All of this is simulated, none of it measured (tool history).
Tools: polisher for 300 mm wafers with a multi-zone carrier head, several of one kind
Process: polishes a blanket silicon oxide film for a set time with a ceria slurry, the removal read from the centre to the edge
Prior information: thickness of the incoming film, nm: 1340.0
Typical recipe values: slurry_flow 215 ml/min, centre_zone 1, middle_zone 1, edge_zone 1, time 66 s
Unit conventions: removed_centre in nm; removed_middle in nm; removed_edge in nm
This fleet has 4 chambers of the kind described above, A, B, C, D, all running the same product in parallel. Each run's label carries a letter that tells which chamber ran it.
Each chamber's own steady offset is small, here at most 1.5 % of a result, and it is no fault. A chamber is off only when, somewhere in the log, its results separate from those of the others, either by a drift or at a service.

| run | hour | slurry_flow | centre_zone | middle_zone | edge_zone | time | removed_centre | removed_middle | removed_edge |
|---|---|---|---|---|---|---|---|---|---|
| 1C | 4.4 | 215 | 1 | 1 | 1 | 66 | 472.42 | 472.88 | 468.62 |
| 2D | 10.4 | 215 | 1 | 1 | 1 | 66 | 476.9 | 483.82 | 484.07 |
| 3A | 16.7 | 215 | 1 | 1 | 1 | 66 | 470.07 | 486.69 | 484.94 |
| 4B | 25.1 | 215 | 1 | 1 | 1 | 66 | 485.44 | 474.21 | 472.57 |
| 5C | 32.5 | 215 | 1 | 1 | 1 | 66 | 478.92 | 470.98 | 482.58 |
| 6A | 38.5 | 215 | 1 | 1 | 1 | 66 | 469.42 | 496.66 | 482.24 |
| 7D | 44.1 | 215 | 1 | 1 | 1 | 66 | 482.24 | 483.34 | 467.9 |
|  | 46.6 | chamber A: worn pad replaced by a new one |
| 8B | 49.9 | 215 | 1 | 1 | 1 | 66 | 483.75 | 474.8 | 464.35 |
| 9B | 54.1 | 215 | 1 | 1 | 1 | 66 | 480.52 | 473.11 | 464.39 |
| 10C | 61.6 | 215 | 1 | 1 | 1 | 66 | 477.47 | 472.46 | 493.78 |
|  | 62.4 | chamber C: worn pad replaced by a new one |
| 11D | 66.9 | 215 | 1 | 1 | 1 | 66 | 473.18 | 484.93 | 474.75 |
|  | 74.6 | chamber D: slurry nozzle cleaned |
| 12A | 75.3 | 215 | 1 | 1 | 1 | 66 | 466.88 | 483.07 | 487.95 |
| 13B | 79.7 | 215 | 0.95 | 1 | 1 | 66 | 455.99 | 472.16 | 495.4 |
|  | 80.3 | chamber D: worn pad replaced by a new one |
|  | 81.5 | chamber D: edge zone pressure recalibrated |
| 14A | 86.9 | 215 | 0.95 | 1 | 1 | 66 | 441.7 | 491.5 | 488.59 |
| 15C | 92.1 | 215 | 0.95 | 1 | 1 | 66 | 450.96 | 473.65 | 477.19 |
|  | 96.9 | chamber B: worn pad replaced by a new one |
| 16D | 98.7 | 215 | 0.95 | 1 | 1 | 66 | 453.03 | 485.97 | 477.61 |
|  | 101.1 | chamber A: slurry nozzle cleaned |
| 17A | 105.5 | 215 | 1 | 1 | 1 | 66 | 456.44 | 486.74 | 474.36 |
| 18B | 111.4 | 215 | 1 | 1 | 1 | 66 | 485.91 | 478.1 | 481.66 |
| 19C | 116.3 | 215 | 1 | 1 | 1 | 66 | 478.56 | 485.82 | 479.85 |
| 20D | 120.2 | 215 | 1 | 1 | 1 | 66 | 476.73 | 484.53 | 473.83 |
| 21D | 125.8 | 215 | 1 | 1 | 1 | 66 | 474.99 | 483.15 | 478.93 |
| 22A | 132.7 | 215 | 1 | 1 | 1 | 66 | 456.75 | 487.48 | 478.81 |
|  | 136.5 | chamber A: edge zone pressure recalibrated |
| 23B | 139.1 | 215 | 1 | 1 | 1 | 66 | 475.57 | 474.13 | 481.16 |
| 24C | 142.9 | 215 | 1 | 1 | 1 | 66 | 471.07 | 475.56 | 477.43 |
|  | 145.5 | chamber C: centre zone pressure recalibrated |
|  | 146.3 | chamber C: worn pad replaced by a new one |
|  | 148.7 | chamber A: worn pad replaced by a new one |
| 25C | 150.4 | 215 | 1 | 1 | 1 | 66 | 472.28 | 481.87 | 479.57 |
| 26D | 155.4 | 160 | 1 | 1 | 1 | 54 | 372.26 | 372.28 | 376.07 |
| 27B | 163.2 | 160 | 1 | 1 | 1 | 54 | 377.45 | 370.48 | 379.34 |
| 28A | 169.4 | 160 | 1 | 1 | 1 | 54 | 354.12 | 379.43 | 376.99 |

The same settings go to every chamber for the next run, one line per chamber below. Forecast the results for each:
| 29A | 175.4 | 215 | 1 | 1 | 1 | 66 | ? | ? | ? |
| 29B | 175.4 | 215 | 1 | 1 | 1 | 66 | ? | ? | ? |
| 29C | 175.4 | 215 | 1 | 1 | 1 | 66 | ? | ? | ? |
| 29D | 175.4 | 215 | 1 | 1 | 1 | 66 | ? | ? | ? |

| run | removed_centre | removed_middle | removed_edge |
|---|---|---|---|
| 29A | 454.02 | 492.28 | 483.25 |
| 29B | 485.93 | 476.19 | 482.54 |
| 29C | 473.56 | 471.24 | 477.5 |
| 29D | 477.2 | 482.01 | 474.06 |
